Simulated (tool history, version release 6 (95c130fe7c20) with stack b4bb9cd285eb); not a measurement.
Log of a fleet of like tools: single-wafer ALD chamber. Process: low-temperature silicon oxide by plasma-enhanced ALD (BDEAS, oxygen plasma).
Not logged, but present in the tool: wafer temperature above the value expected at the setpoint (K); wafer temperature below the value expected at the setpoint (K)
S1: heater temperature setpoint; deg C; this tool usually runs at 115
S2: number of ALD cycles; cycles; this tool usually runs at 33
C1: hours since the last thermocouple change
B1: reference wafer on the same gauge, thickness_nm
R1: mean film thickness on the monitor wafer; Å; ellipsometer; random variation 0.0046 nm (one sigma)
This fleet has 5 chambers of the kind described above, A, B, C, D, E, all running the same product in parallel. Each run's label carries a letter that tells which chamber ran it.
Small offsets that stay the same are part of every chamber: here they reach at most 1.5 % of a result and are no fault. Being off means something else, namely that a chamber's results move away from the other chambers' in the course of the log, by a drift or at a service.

run   hour   S1  S2      C1      B1      R1
 1B    8.7  115  33   294.6  3.7705  45.281
 2E   16.8  115  33    1227  3.7705  46.082
 3C     25  115  33  1585.7  3.7698   46.07
 4A   32.3  115  33  1226.5  3.7692  45.651
 5D   41.4  115  33   428.3  3.7675  45.622
 6E   54.4  115  33  1264.6  3.7676  46.051
 7A   63.5  121  29  1257.7  3.7677  39.605
 8D   75.7  121  29   462.6  3.7655  39.568
 9B   84.3  121  29   370.2  3.7657  39.297
10C   92.8  121  29  1653.5  3.7657  39.971
11D  103.5  121  29   490.4  3.7646  39.591
12E    112  115  33  1322.2  3.7655  46.019
13A  125.3  115  33  1319.5  3.7648  45.567
14B  135.7  115  33   421.6  3.7635  45.158
15C  146.7  115  33  1707.4  3.7629  45.982
16A  159.8  115  33    1354  3.7621  45.561
17D  170.9  115  33   557.8  3.7619  45.557
     179.7  -- chamber A: thermocouple changed; heater temperature recalibrated
18E  184.2  115  33  1394.4  3.7609  45.954
19B  193.5  115  33   479.4   3.761   45.17
20C  206.2  115  33  1766.9  3.7611   45.99
21C  217.5  115  33  1778.2  3.7601  45.996
22B  228.7  103  27   514.6  3.7588  37.809
23D  234.7  103  27   621.6  3.7594  38.021
24A  245.5  103  27    65.9  3.7597  38.151
25E    258  103  27  1468.2  3.7588  38.404
26B  271.1  103  27     557  3.7571  37.834
27C  283.9  115  33  1844.6  3.7565  45.989
28D  295.9  110  29   682.8  3.7564  40.297
29E  305.2  110  29  1515.4  3.7567  40.628
30A  314.5  110  29   134.9  3.7557  40.312
31C  324.5  110  29  1885.2  3.7548  40.844

Which is it: a chamber that has drifted or been left off by a service, a gauge drift common to all chambers, or only each chamber's usual small offset? If a chamber is off, name it and its likeliest cause.

The shared gauge is drifting. All chambers look as if they move in step, but none is off.
Cause: gauge reads low (%) = 0.415.
